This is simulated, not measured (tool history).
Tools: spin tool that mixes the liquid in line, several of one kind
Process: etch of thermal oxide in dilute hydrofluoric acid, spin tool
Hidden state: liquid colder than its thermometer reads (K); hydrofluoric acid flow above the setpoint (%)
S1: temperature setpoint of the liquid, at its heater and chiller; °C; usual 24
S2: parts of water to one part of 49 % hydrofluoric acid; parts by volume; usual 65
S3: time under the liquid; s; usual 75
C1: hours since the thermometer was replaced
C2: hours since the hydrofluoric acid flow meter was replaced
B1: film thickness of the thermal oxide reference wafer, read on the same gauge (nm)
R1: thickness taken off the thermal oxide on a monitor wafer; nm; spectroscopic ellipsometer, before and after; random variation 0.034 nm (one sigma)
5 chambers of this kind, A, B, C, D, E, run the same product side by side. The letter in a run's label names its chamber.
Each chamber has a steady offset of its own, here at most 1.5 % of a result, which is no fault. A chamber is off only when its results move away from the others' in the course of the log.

Run 1E, hour 6.5: usual settings; C1 1637.7; C2 384.5; B1 129.99. Result: R1 5.9376 nm.
Run 2B, hour 16.3: usual settings; C1 1318; C2 1016.1; B1 129.99. Result: R1 5.9219 nm.
Run 3D, hour 23.2: usual settings; C1 378.9; C2 184.7; B1 130.01. Result: R1 5.8517 nm.
Run 4C, hour 30.1: usual settings; C1 46.8; C2 765.7; B1 130.02. Result: R1 5.9648 nm.
Run 5A, hour 37.9: usual settings but S2 50 parts by volume, S3 115 s; C1 513.1; C2 292.3; B1 130.01. Result: R1 11.959 nm.
Run 6E, hour 45.7: usual settings but S2 50 parts by volume, S3 115 s; C1 1676.9; C2 423.7; B1 129.97. Result: R1 12.09 nm.
Run 7C, hour 53.5: usual settings but S2 50 parts by volume, S3 115 s; C1 70.2; C2 789.1; B1 130.02. Result: R1 12.106 nm.
Run 8A, hour 61.5: usual settings but S2 50 parts by volume, S3 115 s; C1 536.7; C2 315.9; B1 130.01. Result: R1 11.918 nm.
Run 9B, hour 66.1: usual settings but S2 50 parts by volume, S3 115 s; C1 1367.8; C2 1065.9; B1 129.97. Result: R1 12.311 nm.
Run 10D, hour 75.4: usual settings; C1 431.1; C2 236.9; B1 130.01. Result: R1 5.8399 nm.
Run 11D, hour 80.7: usual settings; C1 436.4; C2 242.2; B1 130. Result: R1 5.9033 nm.
Run 12C, hour 88.5: usual settings; C1 105.2; C2 824.1; B1 130. Result: R1 5.9351 nm.
Run 13A, hour 95.5: usual settings; C1 570.7; C2 349.9; B1 130. Result: R1 5.9103 nm.
Run 14E, hour 102.3: usual settings; C1 1733.5; C2 480.3; B1 129.98. Result: R1 5.9348 nm.
Run 15B, hour 112.2: usual settings; C1 1413.9; C2 1112; B1 130.02. Result: R1 5.9691 nm.
Run 16D, hour 117.8: usual settings; C1 473.5; C2 279.3; B1 129.99. Result: R1 5.8973 nm.
Run 17C, hour 123.9: usual settings; C1 140.6; C2 859.5; B1 130.01. Result: R1 5.9533 nm.
Run 18A, hour 131.3: usual settings but S2 50 parts by volume; C1 606.5; C2 385.7; B1 130.01. Result: R1 7.7779 nm.
Run 19B, hour 136.1: usual settings but S2 50 parts by volume; C1 1437.8; C2 1135.9; B1 129.99. Result: R1 7.9253 nm.
Run 20E, hour 141.4: usual settings but S2 50 parts by volume; C1 1772.6; C2 519.4; B1 130. Result: R1 7.8064 nm.
Run 21B, hour 149.6: usual settings but S2 50 parts by volume; C1 1451.3; C2 1149.4; B1 130. Result: R1 7.9586 nm.
Run 22A, hour 157.9: usual settings but S2 50 parts by volume; C1 633.1; C2 412.3; B1 129.98. Result: R1 7.8404 nm.
Run 23E, hour 162.6: usual settings; C1 1793.8; C2 540.6; B1 129.98. Result: R1 5.9275 nm.
Run 24C, hour 168.2: usual settings; C1 184.9; C2 903.8; B1 130.02. Result: R1 5.9395 nm.
Run 25D, hour 176.1: usual settings; C1 531.8; C2 337.6; B1 130.01. Result: R1 5.9327 nm.
Run 26A, hour 183.8: usual settings but S1 19.5 °C, S3 115 s; C1 659; C2 438.2; B1 130. Result: R1 7.5234 nm.
Run 27E, hour 188.2: usual settings but S1 19.5 °C, S3 115 s; C1 1819.4; C2 566.2; B1 130. Result: R1 7.5095 nm.
Run 28C, hour 194.4: usual settings but S1 19.5 °C, S3 115 s; C1 211.1; C2 930; B1 129.97. Result: R1 7.5773 nm.
Run 29D, hour 203.3: usual settings but S1 19.5 °C, S3 115 s; C1 559; C2 364.8; B1 129.98. Result: R1 7.4244 nm.
Run 30B, hour 209.4: usual settings but S1 19.5 °C, S3 115 s; C1 1511.1; C2 1209.2; B1 129.99. Result: R1 7.5716 nm.
Run 31A, hour 219.1: usual settings but S1 20 °C, S3 115 s; C1 694.3; C2 473.5; B1 130.01. Result: R1 7.6679 nm.
Run 32C, hour 225: usual settings but S1 20 °C, S3 115 s; C1 241.7; C2 960.6; B1 130.01. Result: R1 7.7255 nm.
Run 33D, hour 231.8: usual settings but S1 20 °C, S3 115 s; C1 587.5; C2 393.3; B1 129.99. Result: R1 7.608 nm.
Run 34E, hour 238.1: usual settings but S1 20 °C, S3 115 s; C1 1869.3; C2 616.1; B1 130.03. Result: R1 7.6849 nm.
Run 35B, hour 243.7: usual settings but S1 20 °C, S3 115 s; C1 1545.4; C2 1243.5; B1 130.03. Result: R1 7.66 nm.
Run 36D, hour 248.8: usual settings; C1 604.5; C2 410.3; B1 130. Result: R1 5.9115 nm.
Run 37C, hour 255: usual settings; C1 271.7; C2 990.6; B1 130.01. Result: R1 5.997 nm.

What goes on in this fleet: one chamber off, a drifting gauge, or nothing beyond the chambers' own small offsets? Name the chamber and the cause, if any.

No chamber stands off beyond its own small offset, and the gauge holds steady.
